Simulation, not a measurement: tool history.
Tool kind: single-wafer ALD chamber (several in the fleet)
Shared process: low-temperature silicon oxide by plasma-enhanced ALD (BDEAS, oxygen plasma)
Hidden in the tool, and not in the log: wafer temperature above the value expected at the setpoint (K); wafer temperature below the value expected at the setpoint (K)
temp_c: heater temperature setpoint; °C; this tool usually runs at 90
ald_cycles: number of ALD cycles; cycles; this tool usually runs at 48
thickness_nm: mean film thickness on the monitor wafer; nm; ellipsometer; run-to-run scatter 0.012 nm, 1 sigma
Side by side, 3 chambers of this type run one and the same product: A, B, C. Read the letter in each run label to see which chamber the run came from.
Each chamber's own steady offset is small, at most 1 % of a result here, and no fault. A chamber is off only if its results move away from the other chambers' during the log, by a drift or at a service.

| run | day | temp_c | ald_cycles | hours since the last thermocouple change | read-back reference wafer on the same gauge, thickness_nm | thickness_nm |
|---|---|---|---|---|---|---|
| 1B | 0.229 | 90 | 48 | 145.6 | 5.8118 | 7.0569 |
| 2C | 0.517 | 90 | 48 | 734 | 5.8133 | 7.0606 |
| 3A | 0.95 | 90 | 48 | 1662.1 | 5.8115 | 7.0274 |
| 4B | 1.371 | 90 | 48 | 173 | 5.8132 | 7.0678 |
| 5A | 1.617 | 90 | 48 | 1678.1 | 5.8178 | 7.0366 |
| 6C | 1.808 | 90 | 48 | 765 | 5.8172 | 7.0947 |
| 7B | 2.158 | 90 | 48 | 191.9 | 5.8195 | 7.0593 |
| 8C | 2.429 | 90 | 48 | 779.9 | 5.8178 | 7.0845 |
| 9A | 2.762 | 90 | 48 | 1705.6 | 5.8243 | 7.0631 |
| 10C | 3.154 | 90 | 48 | 797.3 | 5.8233 | 7.0933 |
| 11A | 3.346 | 90 | 48 | 1719.6 | 5.8233 | 7.0505 |
| 12B | 3.617 | 90 | 48 | 226.9 | 5.8248 | 7.076 |
| 13A | 3.988 | 95 | 44 | 1735 | 5.8262 | 6.3643 |
| 14C | 4.279 | 95 | 44 | 824.3 | 5.8258 | 6.3816 |
| 15B | 4.571 | 95 | 44 | 249.8 | 5.831 | 6.3725 |
| 16B | 4.9 | 90 | 48 | 257.7 | 5.8302 | 7.0998 |
| 17C | 5.279 | 90 | 48 | 848.3 | 5.8343 | 7.1183 |
|  | 5.367 | chamber A: thermocouple changed; heater temperature recalibrated |
| 18A | 5.7 | 76 | 54 | 8.1 | 5.8327 | 8.3419 |
| 19B | 6.004 | 76 | 54 | 284.2 | 5.8334 | 8.3775 |
| 20A | 6.329 | 76 | 54 | 23.2 | 5.8364 | 8.3516 |
| 21C | 6.629 | 76 | 54 | 880.7 | 5.8392 | 8.3838 |
| 22C | 6.875 | 76 | 54 | 886.6 | 5.839 | 8.3862 |
| 23B | 7.279 | 76 | 54 | 314.8 | 5.8398 | 8.3857 |
| 24A | 7.488 | 90 | 48 | 51 | 5.8414 | 7.0765 |
| 25B | 7.708 | 90 | 48 | 325.1 | 5.8434 | 7.1036 |
| 26A | 7.929 | 90 | 48 | 61.6 | 5.8455 | 7.061 |
| 27C | 8.333 | 90 | 48 | 921.6 | 5.8451 | 7.1039 |
| 28C | 8.571 | 90 | 48 | 927.3 | 5.8443 | 7.1342 |
| 29B | 8.996 | 90 | 48 | 356 | 5.8481 | 7.1148 |
| 30A | 9.3 | 90 | 48 | 94.5 | 5.8482 | 7.0643 |

What goes on in this fleet: one chamber off, a drifting gauge, or nothing beyond the chambers' own small offsets? Name the chamber and the cause, if any.

None of the chambers is off. What moves is the gauge, dragging all their readings along together.
Most likely cause: gauge reads high (%) = 0.687.
